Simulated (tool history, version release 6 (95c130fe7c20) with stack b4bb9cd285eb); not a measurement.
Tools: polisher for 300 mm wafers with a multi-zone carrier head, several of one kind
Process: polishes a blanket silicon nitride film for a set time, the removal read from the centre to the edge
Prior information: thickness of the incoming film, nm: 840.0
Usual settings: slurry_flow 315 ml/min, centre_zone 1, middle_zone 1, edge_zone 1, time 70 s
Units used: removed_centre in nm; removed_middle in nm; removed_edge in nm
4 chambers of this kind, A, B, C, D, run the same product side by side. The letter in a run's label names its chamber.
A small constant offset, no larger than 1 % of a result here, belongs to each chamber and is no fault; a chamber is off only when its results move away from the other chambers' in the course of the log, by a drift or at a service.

run,day,slurry_flow,centre_zone,middle_zone,edge_zone,time,wafers polished on this pad,hours since the slurry nozzle was cleaned,hours since the centre zone pressure was calibrated,hours since the edge zone pressure was calibrated,removed_centre,removed_middle,removed_edge
1B,0.312,315,1,1,1,70,825,198.2,978.9,257.1,190.91,194,193.65
# day 0.579: chamber B: worn pad replaced by a new one
2D,0.875,315,1,1,1,70,645,146.3,601.9,84.7,191.5,191.14,192.66
3C,1.371,315,1,1,1,70,779,166.4,244.2,372.7,196.42,188.4,193.29
# day 1.592: chamber A: slurry nozzle cleaned
4A,1.896,315,1,1,1,70,685,7.4,315,134.7,196.75,186.32,198.52
5C,2.442,315,1,1,1,70,1035,192.1,269.9,398.4,189.92,190.43,192.05
# day 2.546: chamber C: worn pad replaced by a new one
6B,2.958,315,1,1,1,70,568,261.7,1042.4,320.6,191.89,189.14,189.39
7D,3.329,315,1,1,0.96,61,1231,205.2,660.8,143.6,163.59,163.39,165.55
8A,3.654,315,1,1,0.96,61,1105,49.6,357.2,176.9,166.51,164.93,162.54
# day 3.717: chamber B: worn pad replaced by a new one
9C,4.158,315,1,1,0.96,61,385,233.3,311.1,439.6,170.59,165.67,165.14
10D,4.496,315,1,1,0.96,61,1510,233.2,688.8,171.6,165.83,168.07,166.32
11B,4.783,405,1,0.92,1,70,254,305.5,1086.2,364.4,192.9,174.27,195.5
12A,5.246,405,1,0.92,1,70,1485,87.8,395.4,215.1,196.36,182.52,192.92
13A,5.608,405,1,0.92,1,70,1572,96.5,404.1,223.8,194.07,177.36,196.65
# day 5.879: chamber A: worn pad replaced by a new one
14C,5.983,405,1,0.92,1,70,821,277.1,354.9,483.4,197.83,183.5,190.22
# day 6.121: chamber B: slurry nozzle cleaned
15D,6.392,315,1,1,1,82,1963,278.7,734.3,217.1,217.81,217.35,220.67
# day 6.471: chamber C: worn pad replaced by a new one
# day 6.725: chamber B: worn pad replaced by a new one
16B,6.771,315,1,1,1,82,11,15.7,1133.9,412.1,223.8,222.63,223.02
# day 6.938: chamber B: centre zone pressure recalibrated
# day 6.996: chamber C: slurry nozzle cleaned
17C,7.292,315,1,1,1,82,196,7.2,386.3,514.8,228.29,229.08,229.77
# day 7.788: chamber D: centre zone pressure recalibrated
18D,7.854,315,1,1,1,82,2312,313.8,1.6,252.2,217.42,214.07,210.79
19A,8.267,230,1,1,1,70,570,160.3,467.9,287.6,184.26,181.55,185.34
# day 8.579: chamber B: edge zone pressure recalibrated
20B,8.775,230,1,1,1,70,489,63.8,44.2,4.7,181.28,182.72,188.83
21A,9.329,230,1,1,1,70,824,185.8,493.4,313.1,183.22,183.41,182.49
22B,9.708,230,1,1,1,70,712,86.2,66.6,27.1,188.15,183.96,185.15
# day 9.871: chamber A: centre zone pressure recalibrated
23D,10.15,315,1,1,1,70,2860,368.9,56.7,307.3,181.87,184.71,182.62
# day 10.488: chamber C: worn pad replaced by a new one
24C,10.671,315,1,1,1,70,43,88.3,467.4,595.9,192.59,192.54,188.66
# day 10.758: chamber B: worn pad replaced by a new one
25C,11.196,315,1,1,1,70,169,100.9,480,608.5,192.02,191.25,192.19
# day 11.208: chamber D: slurry nozzle cleaned
# day 11.467: chamber A: slurry nozzle cleaned
26B,11.712,315,1,1,1,70,228,134.3,114.7,75.2,194.57,189.17,188.86
27A,11.971,410,1,1,1,70,1455,12.1,50.4,376.5,197.25,193.99,196
28D,12.288,410,1,1,1,70,3371,25.9,108,358.6,182.7,183.39,175.75
# day 12.583: chamber A: worn pad replaced by a new one
29B,12.625,410,1,1,1,70,446,156.2,136.6,97.1,196.19,190.47,195.19
30A,12.933,410,1,1,1,70,84,35.2,73.5,399.6,196.46,194.47,195.72
31D,13.483,315,1,1,1,70,3656,54.6,136.7,387.3,172.87,175.73,172.95
32C,13.858,315,1,1,1,70,805,164.8,543.9,672.4,188.46,192.17,198.46
33D,14.233,315,1,1,1,70,3835,72.6,154.7,405.3,173.29,170.04,173.9
# day 14.392: chamber C: worn pad replaced by a new one
# day 14.454: chamber B: worn pad replaced by a new one
34A,14.783,315,1,1,1,70,526,79.6,117.9,444,192.71,191.72,193.22
35C,15.025,315,1,1,1,70,151,192.8,571.9,700.4,192.42,190.78,191.44
36B,15.542,315,1,1,1,70,260,226.2,206.6,167.1,190.94,186.43,190.96
37B,16.05,315,1,1,1,70,382,238.4,218.8,179.3,187.42,189.38,188.31
38A,16.542,315,1,1,1,70,946,121.8,160.1,486.2,190.52,187.88,193.91
39D,16.833,315,1,1,1,70,4456,135,217.1,467.7,167.4,166.17,169.39
40C,17.079,315,1,1,1,70,642,242.1,621.2,749.7,190.74,191.41,192.78

One chamber off, gauge drift, or nothing amiss beyond the chambers' own small offsets? If it is a chamber, which one, and what is the likeliest cause?

It is chamber D that slowly wanders off from its peers.
Most likely cause: removal rate lost through wear of the pad, % = 12.4.

Here are 4 candidates for chamber D's next run, each the usual settings with a change, their results left as question marks. Which one brings its results back in line with what the others give on the usual settings?
In-line tolerance around the mean of the other chambers on the usual settings: removed_centre 7.7 nm; removed_middle 8.4 nm; removed_edge 9.3 nm
41D-1,17.483,325,1,1.01,1.01,91,,,,,?,?,?
41D-2,17.483,310,1,1,0.99,61,,,,,?,?,?
41D-3,17.483,320,1,1,1.01,79,,,,,?,?,?
41D-4,17.483,310,1,0.99,0.99,53,,,,,?,?,?

The other chambers' mean on the usual settings: removed_centre 191.48 nm; removed_middle 191.03 nm; removed_edge 191.67 nm
run,removed_centre,removed_middle,removed_edge
41D-1,217.91,220.82,219.87
41D-2,145.35,146.05,145.39
41D-3,188.86,189.71,190.69
41D-4,126.28,125.74,126.34
It is 41D-3 that realigns the chamber with its peers.
